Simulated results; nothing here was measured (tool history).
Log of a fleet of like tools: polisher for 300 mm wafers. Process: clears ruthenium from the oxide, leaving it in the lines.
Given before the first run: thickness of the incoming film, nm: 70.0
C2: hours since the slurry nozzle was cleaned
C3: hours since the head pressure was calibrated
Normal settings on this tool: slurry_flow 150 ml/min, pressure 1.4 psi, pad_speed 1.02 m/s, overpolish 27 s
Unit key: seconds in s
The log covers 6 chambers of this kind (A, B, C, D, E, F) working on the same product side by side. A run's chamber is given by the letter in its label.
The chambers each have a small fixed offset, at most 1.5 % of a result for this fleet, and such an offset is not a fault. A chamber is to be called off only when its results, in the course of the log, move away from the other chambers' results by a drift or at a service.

At day 0.171: chamber D: worn pad replaced by a new one.
Run 1E, day 0.571: usual settings; wafers polished on this pad 530; C2 163.5; C3 233.4. Result: seconds 99.183 s.
At day 0.75: chamber C: worn pad replaced by a new one.
At day 1.012: chamber A: worn pad replaced by a new one.
Run 2A, day 1.017: usual settings; wafers polished on this pad 1; C2 473.4; C3 32.6. Result: seconds 96.639 s.
Run 3C, day 1.329: usual settings; wafers polished on this pad 169; C2 156.9; C3 257.7. Result: seconds 97.37 s.
At day 1.383: chamber F: worn pad replaced by a new one.
Run 4B, day 1.988: usual settings; wafers polished on this pad 791; C2 181.9; C3 517.5. Result: seconds 100.31 s.
Run 5D, day 2.321: usual settings; wafers polished on this pad 626; C2 649.3; C3 601.3. Result: seconds 96.326 s.
At day 2.388: chamber E: worn pad replaced by a new one.
Run 6F, day 2.712: usual settings but slurry_flow 130 ml/min; wafers polished on this pad 388; C2 576.8; C3 328.8. Result: seconds 100.7 s.
At day 3.083: chamber A: slurry nozzle cleaned.
At day 3.204: chamber B: worn pad replaced by a new one.
Run 7D, day 3.296: usual settings but slurry_flow 130 ml/min; wafers polished on this pad 910; C2 672.7; C3 624.7. Result: seconds 99.099 s.
Run 8E, day 3.612: usual settings but slurry_flow 130 ml/min; wafers polished on this pad 357; C2 236.5; C3 306.4. Result: seconds 100.75 s.
At day 3.696: chamber D: worn pad replaced by a new one.
Run 9F, day 4.108: usual settings but slurry_flow 130 ml/min; wafers polished on this pad 794; C2 610.3; C3 362.3. Result: seconds 99.839 s.
At day 4.617: chamber C: worn pad replaced by a new one.
Run 10C, day 4.7: usual settings but slurry_flow 130 ml/min; wafers polished on this pad 24; C2 237.8; C3 338.6. Result: seconds 100.84 s.
At day 4.929: chamber B: slurry nozzle cleaned.
Run 11B, day 5.275: usual settings but slurry_flow 130 ml/min; wafers polished on this pad 603; C2 8.4; C3 596.4. Result: seconds 103.08 s.
At day 5.529: chamber F: worn pad replaced by a new one.
At day 5.588: chamber A: worn pad replaced by a new one.
Run 12A, day 5.708: usual settings; wafers polished on this pad 35; C2 63; C3 145.2. Result: seconds 98.25 s.
Run 13F, day 6.129: usual settings; wafers polished on this pad 174; C2 658.8; C3 410.8. Result: seconds 96.514 s.
At day 6.454: chamber E: worn pad replaced by a new one.
At day 6.488: chamber E: slurry nozzle cleaned.
At day 6.575: chamber D: slurry nozzle cleaned.
Run 14B, day 6.579: usual settings; wafers polished on this pad 983; C2 39.7; C3 627.7. Result: seconds 99.339 s.
Run 15E, day 7.154: usual settings but slurry_flow 110 ml/min, overpolish 36 s; wafers polished on this pad 204; C2 16.1; C3 391.4. Result: seconds 103.86 s.
At day 7.229: chamber B: worn pad replaced by a new one.
Run 16A, day 7.546: usual settings but slurry_flow 110 ml/min, overpolish 36 s; wafers polished on this pad 570; C2 107.1; C3 189.3. Result: seconds 104.48 s.
Run 17D, day 7.946: usual settings but slurry_flow 110 ml/min, overpolish 36 s; wafers polished on this pad 1237; C2 33; C3 736.3. Result: seconds 103.94 s.
At day 8.088: chamber D: worn pad replaced by a new one.
At day 8.283: chamber C: worn pad replaced by a new one.
Run 18C, day 8.288: usual settings but slurry_flow 110 ml/min, overpolish 36 s; wafers polished on this pad 2; C2 323.9; C3 424.7. Result: seconds 102.61 s.
At day 8.367: chamber B: head pressure recalibrated.
Run 19C, day 8.817: usual settings but slurry_flow 110 ml/min, overpolish 36 s; wafers polished on this pad 156; C2 336.6; C3 437.4. Result: seconds 105.66 s.
At day 8.875: chamber D: head pressure recalibrated.
At day 9.108: chamber F: worn pad replaced by a new one.
Run 20D, day 9.167: usual settings but slurry_flow 110 ml/min, overpolish 36 s; wafers polished on this pad 315; C2 62.3; C3 7.1. Result: seconds 104.86 s.
Run 21B, day 9.733: usual settings; wafers polished on this pad 729; C2 115.4; C3 32.9. Result: seconds 99.564 s.
At day 10.217: chamber E: worn pad replaced by a new one.
At day 10.342: chamber A: worn pad replaced by a new one.
Run 22A, day 10.4: usual settings; wafers polished on this pad 17; C2 175.6; C3 257.8. Result: seconds 98.925 s.
At day 10.779: chamber B: worn pad replaced by a new one.
Run 23F, day 10.883: usual settings; wafers polished on this pad 517; C2 772.9; C3 524.9. Result: seconds 96.811 s.
Run 24E, day 11.512: usual settings; wafers polished on this pad 377; C2 120.7; C3 496. Result: seconds 99.355 s.
At day 11.558: chamber C: worn pad replaced by a new one.
Run 25F, day 11.904: usual settings; wafers polished on this pad 814; C2 797.4; C3 549.4. Result: seconds 97.251 s.
At day 11.908: chamber F: head pressure recalibrated.
At day 11.983: chamber D: worn pad replaced by a new one.
Run 26D, day 12.225: usual settings; wafers polished on this pad 70; C2 135.7; C3 80.5. Result: seconds 96.8 s.
At day 12.312: chamber F: worn pad replaced by a new one.
Run 27A, day 12.621: usual settings; wafers polished on this pad 663; C2 228.9; C3 311.1. Result: seconds 97.837 s.
Run 28B, day 13.021: usual settings; wafers polished on this pad 653; C2 194.3; C3 111.8. Result: seconds 98.371 s.
Run 29E, day 13.446: usual settings; wafers polished on this pad 940; C2 167.1; C3 542.4. Result: seconds 98.06 s.
Run 30C, day 13.779: usual settings; wafers polished on this pad 646; C2 455.7; C3 556.5. Result: seconds 98.223 s.
At day 13.929: chamber B: worn pad replaced by a new one.
At day 14.238: chamber E: worn pad replaced by a new one.
Run 31C, day 14.312: usual settings but pressure 1.2 psi; wafers polished on this pad 802; C2 468.5; C3 569.3. Result: seconds 114.48 s.
Run 32A, day 14.617: usual settings but pressure 1.2 psi; wafers polished on this pad 1244; C2 276.8; C3 359. Result: seconds 115.74 s.
Run 33D, day 15.029: usual settings but pressure 1.2 psi; wafers polished on this pad 887; C2 203; C3 147.8. Result: seconds 112.86 s.
At day 15.246: chamber C: slurry nozzle cleaned.
Run 34B, day 15.388: usual settings but pressure 1.2 psi; wafers polished on this pad 425; C2 251.1; C3 168.6. Result: seconds 115.94 s.
At day 15.475: chamber C: worn pad replaced by a new one.
At day 15.583: chamber A: worn pad replaced by a new one.
Run 35F, day 15.979: usual settings but pressure 1.2 psi; wafers polished on this pad 1067; C2 895.2; C3 97.8. Result: seconds 114.87 s.
At day 16.096: chamber F: worn pad replaced by a new one.
Run 36E, day 16.425: usual settings but pressure 1.2 psi; wafers polished on this pad 636; C2 238.6; C3 613.9. Result: seconds 115.25 s.
Run 37C, day 16.796: usual settings; wafers polished on this pad 385; C2 37.3; C3 628.9. Result: seconds 98.717 s.
Run 38E, day 17.171: usual settings but pad_speed 0.82 m/s, overpolish 21 s; wafers polished on this pad 854; C2 256.5; C3 631.8. Result: seconds 121.79 s.
Run 39A, day 17.683: usual settings but pad_speed 0.82 m/s, overpolish 21 s; wafers polished on this pad 611; C2 350.4; C3 432.6. Result: seconds 122.52 s.
Run 40F, day 18.233: usual settings but pad_speed 0.82 m/s, overpolish 21 s; wafers polished on this pad 622; C2 949.3; C3 151.9. Result: seconds 119.18 s.

All chambers now run identical settings, listed one chamber a line with results as question marks. What results will each chamber show?
Run 41A, day 18.729: usual settings but pressure 1.2 psi. Result: seconds ?.
Run 41B, day 18.729: usual settings but pressure 1.2 psi. Result: seconds ?.
Run 41C, day 18.729: usual settings but pressure 1.2 psi. Result: seconds ?.
Run 41D, day 18.729: usual settings but pressure 1.2 psi. Result: seconds ?.
Run 41E, day 18.729: usual settings but pressure 1.2 psi. Result: seconds ?.
Run 41F, day 18.729: usual settings but pressure 1.2 psi. Result: seconds ?.

run  seconds
41A   112.53
41B   115.67
41C   115.07
41D   113.58
41E   114.91
41F   114.27

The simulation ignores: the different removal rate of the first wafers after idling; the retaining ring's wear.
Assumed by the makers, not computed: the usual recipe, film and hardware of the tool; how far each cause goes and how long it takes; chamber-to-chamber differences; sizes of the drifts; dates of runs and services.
